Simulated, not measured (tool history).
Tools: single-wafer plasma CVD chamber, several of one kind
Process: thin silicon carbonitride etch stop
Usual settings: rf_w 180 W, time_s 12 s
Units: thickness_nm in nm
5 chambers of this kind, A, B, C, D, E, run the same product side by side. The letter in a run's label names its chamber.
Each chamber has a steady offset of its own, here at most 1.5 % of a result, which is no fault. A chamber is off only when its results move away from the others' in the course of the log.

| run | hour | rf_w | time_s | hours since the last thermocouple change | hours since the last RF generator calibration | read-back reference wafer on the same gauge, thickness_nm | thickness_nm |
|---|---|---|---|---|---|---|---|
| 1A | 16 | 180 | 12 | 1485.4 | 2511 | 7.5735 | 6.6349 |
|  | 19.2 | chamber C: thermocouple changed; heater temperature recalibrated |
| 2D | 24.8 | 180 | 12 | 1819.4 | 642.6 | 7.578 | 6.5569 |
| 3C | 33.3 | 180 | 12 | 14.2 | 1082.5 | 7.5831 | 6.5561 |
| 4E | 45.4 | 180 | 12 | 1430.1 | 143 | 7.5766 | 6.599 |
| 5B | 59.3 | 180 | 12 | 1653.2 | 664.5 | 7.5847 | 6.7143 |
| 6C | 74.8 | 180 | 12 | 55.7 | 1124 | 7.5772 | 6.5654 |
|  | 85.3 | chamber A: thermocouple changed; heater temperature recalibrated |
| 7B | 88.9 | 180 | 12 | 1682.8 | 694.1 | 7.5859 | 6.7291 |
| 8D | 97.8 | 180 | 12 | 1892.4 | 715.6 | 7.5772 | 6.5809 |
| 9A | 105.8 | 200 | 12.7 | 20.6 | 2600.8 | 7.5743 | 7.2204 |
| 10E | 117.6 | 200 | 12.7 | 1502.3 | 215.2 | 7.5778 | 7.1874 |
| 11A | 130.3 | 200 | 12.7 | 45.1 | 2625.3 | 7.5724 | 7.2255 |
| 12E | 138.2 | 200 | 12.7 | 1522.9 | 235.8 | 7.5772 | 7.202 |
| 13C | 151.3 | 200 | 12.7 | 132.2 | 1200.5 | 7.5799 | 7.1864 |
| 14D | 159.3 | 180 | 12 | 1953.9 | 777.1 | 7.5806 | 6.6109 |
| 15B | 170.7 | 215 | 12 | 1764.6 | 775.9 | 7.5761 | 7.1133 |
| 16D | 178.5 | 215 | 12 | 1973.1 | 796.3 | 7.5789 | 6.8953 |
| 17B | 193.4 | 215 | 12 | 1787.3 | 798.6 | 7.5816 | 7.1 |
|  | 203 | chamber A: RF generator calibrated |
| 18C | 203 | 215 | 12 | 183.9 | 1252.2 | 7.5844 | 6.965 |
| 19E | 213.7 | 215 | 12 | 1598.4 | 311.3 | 7.5826 | 7.0188 |
| 20A | 225.5 | 205 | 12 | 140.3 | 22.5 | 7.5818 | 6.8807 |
| 21A | 232.7 | 205 | 12 | 147.5 | 29.7 | 7.5777 | 6.897 |
| 22E | 240.8 | 205 | 12 | 1625.5 | 338.4 | 7.5818 | 6.8699 |
|  | 241.8 | chamber D: thermocouple changed; heater temperature recalibrated |
| 23D | 253 | 205 | 12 | 11.2 | 870.8 | 7.5789 | 6.8162 |
| 24C | 263.7 | 205 | 12 | 244.6 | 1312.9 | 7.5853 | 6.7781 |
|  | 265.4 | chamber C: RF generator calibrated |
| 25B | 277.8 | 155 | 13.5 | 1871.7 | 883 | 7.5806 | 7.183 |
| 26E | 290 | 155 | 13.5 | 1674.7 | 387.6 | 7.5795 | 7.1089 |
| 27A | 304.1 | 155 | 13.5 | 218.9 | 101.1 | 7.5705 | 7.0987 |
| 28B | 318.5 | 155 | 13.5 | 1912.4 | 923.7 | 7.5813 | 7.2081 |
| 29C | 332.8 | 155 | 13.5 | 313.7 | 67.5 | 7.5773 | 7.1024 |
| 30D | 341.1 | 180 | 12 | 99.3 | 958.9 | 7.5813 | 6.5081 |
| 31D | 350.8 | 205 | 13.1 | 109 | 968.6 | 7.5731 | 7.4472 |
| 32C | 358.6 | 205 | 13.1 | 339.5 | 93.3 | 7.5838 | 7.4716 |
| 33B | 365.7 | 205 | 13.1 | 1959.6 | 970.9 | 7.5817 | 7.6572 |
| 34E | 381.2 | 205 | 13.1 | 1765.9 | 478.8 | 7.5752 | 7.4809 |
| 35A | 393 | 205 | 13.1 | 307.8 | 190 | 7.583 | 7.5161 |
| 36E | 402.2 | 180 | 12 | 1786.9 | 499.8 | 7.5796 | 6.5736 |
| 37B | 412.2 | 180 | 12 | 2006.1 | 1017.4 | 7.5789 | 6.68 |
|  | 416.5 | chamber D: RF generator calibrated |
| 38D | 421.3 | 180 | 12 | 179.5 | 4.9 | 7.5807 | 6.5613 |
| 39C | 429.2 | 200 | 12 | 410.1 | 163.9 | 7.58 | 6.8157 |

What goes on in this fleet: one chamber off, a drifting gauge, or nothing beyond the chambers' own small offsets? Name the chamber and the cause, if any.

No chamber stands off beyond its own small offset, and the gauge holds steady.

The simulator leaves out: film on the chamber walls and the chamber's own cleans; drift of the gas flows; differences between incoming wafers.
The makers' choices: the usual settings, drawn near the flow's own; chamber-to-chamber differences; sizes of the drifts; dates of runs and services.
